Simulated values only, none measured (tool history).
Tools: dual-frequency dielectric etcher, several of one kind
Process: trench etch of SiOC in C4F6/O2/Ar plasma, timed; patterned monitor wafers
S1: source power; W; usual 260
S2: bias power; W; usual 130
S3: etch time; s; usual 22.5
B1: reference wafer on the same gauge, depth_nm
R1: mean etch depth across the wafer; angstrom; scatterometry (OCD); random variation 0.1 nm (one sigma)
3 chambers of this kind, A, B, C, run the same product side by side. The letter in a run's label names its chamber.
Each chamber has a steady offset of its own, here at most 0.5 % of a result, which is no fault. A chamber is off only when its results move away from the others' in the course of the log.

run	hour	S1	S2	S3	B1	R1
1B	6.5	260	130	22.5	30.101	357.75
2C	15.9	260	130	22.5	30.103	356.57
3A	26.6	260	130	22.5	30.091	354.61
4B	37.3	260	130	22.5	30.111	360.9
5C	43.9	260	130	22.5	30.106	359.51
6A	52.7	260	130	22.5	30.125	354.88
7C	60.2	260	130	22.5	30.083	360.36
8A	66.4	260	115	22.5	30.102	341.11
9B	73.5	260	115	22.5	30.097	347
10B	80.9	260	115	22.5	30.112	346.87
11A	87.4	260	130	22.5	30.11	353.69
12C	95.2	260	130	22.5	30.109	357.65
13B	103.5	320	130	25.5	30.098	440.32
14A	111.5	320	130	25.5	30.099	435.4
15C	121.9	320	130	25.5	30.109	440.15
16A	127.6	260	148	28	30.075	459.57
17C	135.8	260	148	28	30.096	464.78
18B	143.7	260	148	28	30.081	461.7
19B	151.8	260	115	25	30.108	385.87
20A	162.1	260	115	25	30.076	380.34
21C	168.5	260	115	25	30.089	383.67
22C	177.5	260	130	22.5	30.088	358.38
23B	184.4	260	130	22.5	30.118	357.74
# hour 191.8: chamber A: wet clean of the chamber
24A	194.1	260	130	22.5	30.108	356.74
# hour 196.8: chamber C: wet clean of the chamber
25A	200.1	260	130	22.5	30.075	354.5
26C	208	260	130	22.5	30.102	358.43

All 3 chambers run these settings next. Forecast each chamber's results:
27A	216	260	130	27		?
27B	216	260	130	27		?
27C	216	260	130	27		?

run	R1
27A	426.14
27B	427.31
27C	427.53
